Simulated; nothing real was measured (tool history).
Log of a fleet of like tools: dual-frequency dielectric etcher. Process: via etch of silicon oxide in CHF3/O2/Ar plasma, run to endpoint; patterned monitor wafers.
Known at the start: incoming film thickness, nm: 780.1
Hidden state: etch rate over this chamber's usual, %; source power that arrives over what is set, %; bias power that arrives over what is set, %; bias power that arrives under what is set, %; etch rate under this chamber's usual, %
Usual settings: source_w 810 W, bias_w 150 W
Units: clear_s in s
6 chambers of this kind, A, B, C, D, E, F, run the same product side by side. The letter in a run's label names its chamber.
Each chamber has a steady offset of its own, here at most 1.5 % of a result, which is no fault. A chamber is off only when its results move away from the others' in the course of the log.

run,hour,source_w,bias_w,hours since the last wet clean,hours since the last source power generator calibration,hours since the last bias power generator calibration,clear_s
1B,8.2,810,150,227.8,1515.1,3225.2,372.03
2A,19.3,810,150,134.8,1973.3,4615.2,374.20
3F,27.7,810,150,237.1,2161.6,88.1,377.81
4C,37.9,810,150,392.8,2044.7,1240.3,370.92
# hour 44.5: chamber E: wet clean of the chamber
5E,50.5,1000,161,6.1,1383.3,2239.7,332.21
6D,64.2,1000,161,501.6,366.4,1960.6,336.87
7E,73.1,1000,161,28.7,1405.9,2262.3,331.71
8B,85.6,1000,161,305.2,1592.5,3302.6,338.49
9D,95.0,1000,161,532.4,397.2,1991.4,338.96
10C,107.9,1000,161,462.8,2114.7,1310.3,333.39
11A,121.9,900,183,237.4,2075.9,4717.8,336.87
# hour 133.4: chamber C: wet clean of the chamber
12F,138.1,900,183,347.5,2272.0,198.5,336.90
13F,148.7,900,183,358.1,2282.6,209.1,338.91
# hour 162.6: chamber D: wet clean of the chamber
14E,163.9,900,183,119.5,1496.7,2353.1,332.26
15A,171.3,900,183,286.8,2125.3,4767.2,337.80
16C,179.0,900,183,45.6,2185.8,1381.4,332.01
17B,187.1,810,150,406.7,1694.0,3404.1,374.63
18D,201.4,810,150,38.8,503.6,2097.8,375.39
# hour 214.7: chamber B: wet clean of the chamber
19E,215.0,810,150,170.6,1547.8,2404.2,367.94
20C,228.9,810,150,95.5,2235.7,1431.3,368.33
# hour 238.6: chamber A: bias power generator calibrated
21F,240.2,810,150,449.6,2374.1,300.6,382.42
22A,250.9,810,150,366.4,2204.9,12.4,374.10
23D,261.3,810,150,98.7,563.5,2157.7,377.59
24B,273.2,810,150,58.6,1780.1,3490.2,374.18
25D,281.5,810,150,118.9,583.7,2177.9,373.57
26B,297.3,810,150,82.7,1804.2,3514.3,374.31
27F,305.8,810,150,515.2,2439.7,366.2,381.98
28A,315.1,810,150,430.6,2269.1,76.6,371.59
29C,324.6,810,150,191.2,2331.4,1527.0,371.11
# hour 337.4: chamber E: source power generator calibrated
30E,337.9,810,150,293.5,0.6,2527.1,371.47
31C,345.3,810,150,211.9,2352.1,1547.7,372.26
32A,356.9,810,150,472.4,2310.9,118.4,370.00
33B,369.3,810,150,154.7,1876.2,3586.3,371.06
34F,383.8,810,150,593.2,2517.7,444.2,389.13
35D,394.2,810,150,231.6,696.4,2290.6,376.98
36E,409.6,810,150,365.2,72.3,2598.8,372.53
37B,421.3,810,150,206.7,1928.2,3638.3,372.15

Is one chamber off against the others, does the gauge drift, or is nothing wrong? If a chamber is off, say which, and what the likeliest cause is.

Chamber F drifts away from the others.
Cause: etch rate under this chamber's usual, % = 3.94.

Here are 4 candidates for chamber F's next run, each the usual settings with a change, their results left as question marks. Which one brings its results back in line with what the others give on the usual settings?
In line means no further than this from the other chambers' mean on the usual settings: clear_s 6.10 s
38F-1,433.1,710,134,,,,?
38F-2,433.1,990,150,,,,?
38F-3,433.1,870,160,,,,?
38F-4,433.1,750,140,,,,?

The other chambers' mean on the usual settings: clear_s 372.50 s
run,clear_s
38F-1,429.19
38F-2,362.97
38F-3,374.17
38F-4,414.15
38F-3 brings the chamber back in line.
